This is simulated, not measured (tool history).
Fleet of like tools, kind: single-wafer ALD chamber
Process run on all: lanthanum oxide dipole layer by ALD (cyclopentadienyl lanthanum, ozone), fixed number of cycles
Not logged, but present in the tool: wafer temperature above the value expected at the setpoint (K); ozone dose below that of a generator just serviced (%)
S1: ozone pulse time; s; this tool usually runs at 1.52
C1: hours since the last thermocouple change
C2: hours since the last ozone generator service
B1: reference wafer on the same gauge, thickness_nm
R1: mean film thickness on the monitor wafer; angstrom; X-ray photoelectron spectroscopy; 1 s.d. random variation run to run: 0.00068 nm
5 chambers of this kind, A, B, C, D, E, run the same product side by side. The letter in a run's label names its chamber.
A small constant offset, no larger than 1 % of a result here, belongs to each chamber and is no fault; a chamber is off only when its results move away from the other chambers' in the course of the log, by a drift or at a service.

| run | day | S1 | C1 | C2 | B1 | R1 |
|---|---|---|---|---|---|---|
| 1E | 0.462 | 1.52 | 161.4 | 614.9 | 0.49794 | 5.5120 |
| 2D | 0.950 | 1.52 | 776.2 | 1024.8 | 0.49822 | 5.4609 |
| 3C | 1.571 | 1.52 | 1824.7 | 804.2 | 0.49831 | 5.5202 |
| 4A | 2.262 | 1.52 | 873.9 | 747.2 | 0.49822 | 5.4957 |
| 5B | 2.658 | 1.18 | 1256.5 | 1039.5 | 0.49825 | 5.2663 |
| 6A | 3.246 | 1.18 | 897.5 | 770.8 | 0.49837 | 5.2286 |
| 7B | 3.625 | 1.18 | 1279.7 | 1062.7 | 0.49837 | 5.2728 |
| 8E | 4.200 | 1.18 | 251.1 | 704.6 | 0.49868 | 5.2433 |
| 9C | 4.617 | 1.18 | 1897.8 | 877.3 | 0.49856 | 5.2510 |
|  | 4.679 | chamber A: ozone generator serviced |
| 10D | 5.188 | 1.52 | 877.9 | 1126.5 | 0.49883 | 5.4662 |
| 11D | 5.529 | 1.52 | 886.1 | 1134.7 | 0.49877 | 5.4703 |
|  | 5.971 | chamber B: ozone generator serviced |
| 12E | 6.062 | 1.52 | 295.8 | 749.3 | 0.49871 | 5.5021 |
| 13C | 6.517 | 1.52 | 1943.4 | 922.9 | 0.49878 | 5.5424 |
| 14B | 6.883 | 1.03 | 1357.9 | 21.9 | 0.49898 | 5.0952 |
| 15A | 7.492 | 1.03 | 999.4 | 67.6 | 0.49908 | 5.0591 |
| 16B | 8.008 | 1.03 | 1384.9 | 48.9 | 0.49897 | 5.1069 |
| 17A | 8.692 | 1.03 | 1028.2 | 96.4 | 0.49939 | 5.0646 |
| 18E | 9.375 | 1.03 | 375.3 | 828.8 | 0.49927 | 5.0658 |
| 19D | 9.933 | 1.52 | 991.8 | 1240.4 | 0.49940 | 5.4785 |
| 20C | 10.442 | 1.52 | 2037.6 | 1017.1 | 0.49948 | 5.5169 |
| 21D | 10.842 | 1.52 | 1013.6 | 1262.2 | 0.49938 | 5.4622 |
| 22A | 11.200 | 1.83 | 1088.4 | 156.6 | 0.49965 | 5.6425 |
| 23B | 11.508 | 1.83 | 1468.9 | 132.9 | 0.49970 | 5.6811 |
| 24C | 11.992 | 1.83 | 2074.8 | 1054.3 | 0.49971 | 5.6529 |
| 25E | 12.662 | 1.83 | 454.2 | 907.7 | 0.49988 | 5.6404 |
| 26C | 13.238 | 1.83 | 2104.7 | 1084.2 | 0.49985 | 5.6657 |
| 27E | 13.596 | 1.52 | 476.6 | 930.1 | 0.49993 | 5.5219 |
| 28B | 14.004 | 1.52 | 1528.8 | 192.8 | 0.50000 | 5.5377 |
| 29D | 14.404 | 1.52 | 1099.1 | 1347.7 | 0.50006 | 5.4780 |
|  | 14.708 | chamber B: thermocouple changed; heater temperature recalibrated |
| 30A | 14.988 | 1.52 | 1179.3 | 247.5 | 0.50005 | 5.5312 |
| 31D | 15.533 | 1.52 | 1126.2 | 1374.8 | 0.49994 | 5.4860 |
| 32C | 16.196 | 1.52 | 2175.7 | 1155.2 | 0.50033 | 5.5390 |
| 33A | 16.783 | 1.52 | 1222.4 | 290.6 | 0.50048 | 5.5312 |
| 34E | 17.371 | 1.52 | 567.2 | 1020.7 | 0.50027 | 5.5272 |
| 35B | 17.796 | 1.52 | 74.1 | 283.8 | 0.50035 | 5.5557 |

Which is it: a chamber that has drifted or been left off by a service, a gauge drift common to all chambers, or only each chamber's usual small offset? If a chamber is off, name it and its likeliest cause.

The shared gauge is drifting. All chambers look as if they move in step, but none is off.
What lies behind it: gauge reads high (%) = 0.511.
